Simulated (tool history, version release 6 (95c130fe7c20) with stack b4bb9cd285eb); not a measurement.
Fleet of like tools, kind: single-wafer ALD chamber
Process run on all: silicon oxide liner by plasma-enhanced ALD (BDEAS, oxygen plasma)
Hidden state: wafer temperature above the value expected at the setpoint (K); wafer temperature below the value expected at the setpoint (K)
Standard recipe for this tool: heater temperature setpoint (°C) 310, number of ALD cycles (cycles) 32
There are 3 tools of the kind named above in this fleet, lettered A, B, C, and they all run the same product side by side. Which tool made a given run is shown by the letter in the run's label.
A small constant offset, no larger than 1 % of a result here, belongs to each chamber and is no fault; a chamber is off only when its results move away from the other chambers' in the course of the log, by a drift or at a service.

| run | day | heater temperature setpoint (°C) | number of ALD cycles (cycles) | hours since the last thermocouple change | read-back reference wafer on the same gauge, thickness_nm | mean film thickness on the monitor wafer (angstrom) |
|---|---|---|---|---|---|---|
| 1C | 0.308 | 310 | 32 | 272.2 | 3.4912 | 29.543 |
| 2A | 0.608 | 310 | 32 | 199.5 | 3.4931 | 29.524 |
| 3B | 0.800 | 310 | 32 | 235.4 | 3.4916 | 29.243 |
| 4B | 1.150 | 310 | 32 | 243.8 | 3.4936 | 29.343 |
| 5C | 1.421 | 310 | 32 | 298.9 | 3.4931 | 29.649 |
| 6A | 1.575 | 310 | 32 | 222.7 | 3.4936 | 29.542 |
| 7B | 1.879 | 310 | 32 | 261.3 | 3.4950 | 29.290 |
| 8C | 2.221 | 310 | 32 | 318.1 | 3.4946 | 29.598 |
| 9A | 2.562 | 310 | 32 | 246.4 | 3.4958 | 29.538 |
| 10A | 2.821 | 310 | 32 | 252.6 | 3.4983 | 29.615 |
| 11C | 3.117 | 310 | 32 | 339.6 | 3.4985 | 29.632 |
| 12B | 3.446 | 310 | 32 | 298.9 | 3.4977 | 29.316 |
| 13B | 3.675 | 310 | 32 | 304.4 | 3.4991 | 29.414 |
| 14A | 3.867 | 310 | 32 | 277.7 | 3.4997 | 29.564 |
| 15C | 4.033 | 310 | 32 | 361.6 | 3.5013 | 29.572 |
| 16C | 4.350 | 310 | 32 | 369.2 | 3.5003 | 29.615 |
| 17B | 4.638 | 310 | 32 | 327.5 | 3.5014 | 29.306 |
| 18A | 4.833 | 310 | 27 | 300.9 | 3.5010 | 24.969 |
| 19B | 4.992 | 310 | 27 | 336.0 | 3.5019 | 24.853 |
| 20C | 5.221 | 310 | 27 | 390.1 | 3.5011 | 25.049 |
| 21A | 5.475 | 310 | 32 | 316.3 | 3.5033 | 29.655 |
| 22A | 5.667 | 310 | 32 | 320.9 | 3.5038 | 29.574 |
| 23C | 6.012 | 310 | 32 | 409.1 | 3.5038 | 29.705 |
| 24B | 6.271 | 310 | 32 | 366.7 | 3.5056 | 29.420 |
| 25C | 6.475 | 310 | 32 | 420.2 | 3.5044 | 29.674 |
| 26B | 6.671 | 310 | 32 | 376.3 | 3.5055 | 29.434 |
| 27A | 6.938 | 310 | 32 | 351.4 | 3.5068 | 29.686 |
| 28A | 7.242 | 310 | 32 | 358.7 | 3.5070 | 29.629 |
| 29C | 7.421 | 310 | 32 | 442.9 | 3.5075 | 29.735 |
| 30B | 7.612 | 310 | 32 | 398.9 | 3.5069 | 29.380 |
| 31A | 7.883 | 310 | 27 | 374.1 | 3.5088 | 25.002 |

All 3 chambers run these settings next. Forecast each chamber's results:
| 32A | 8.138 | 310 | 28 |  |  | ? |
| 32B | 8.138 | 310 | 28 |  |  | ? |
| 32C | 8.138 | 310 | 28 |  |  | ? |

| run | mean film thickness on the monitor wafer (angstrom) |
|---|---|
| 32A | 25.931 |
| 32B | 25.803 |
| 32C | 25.996 |
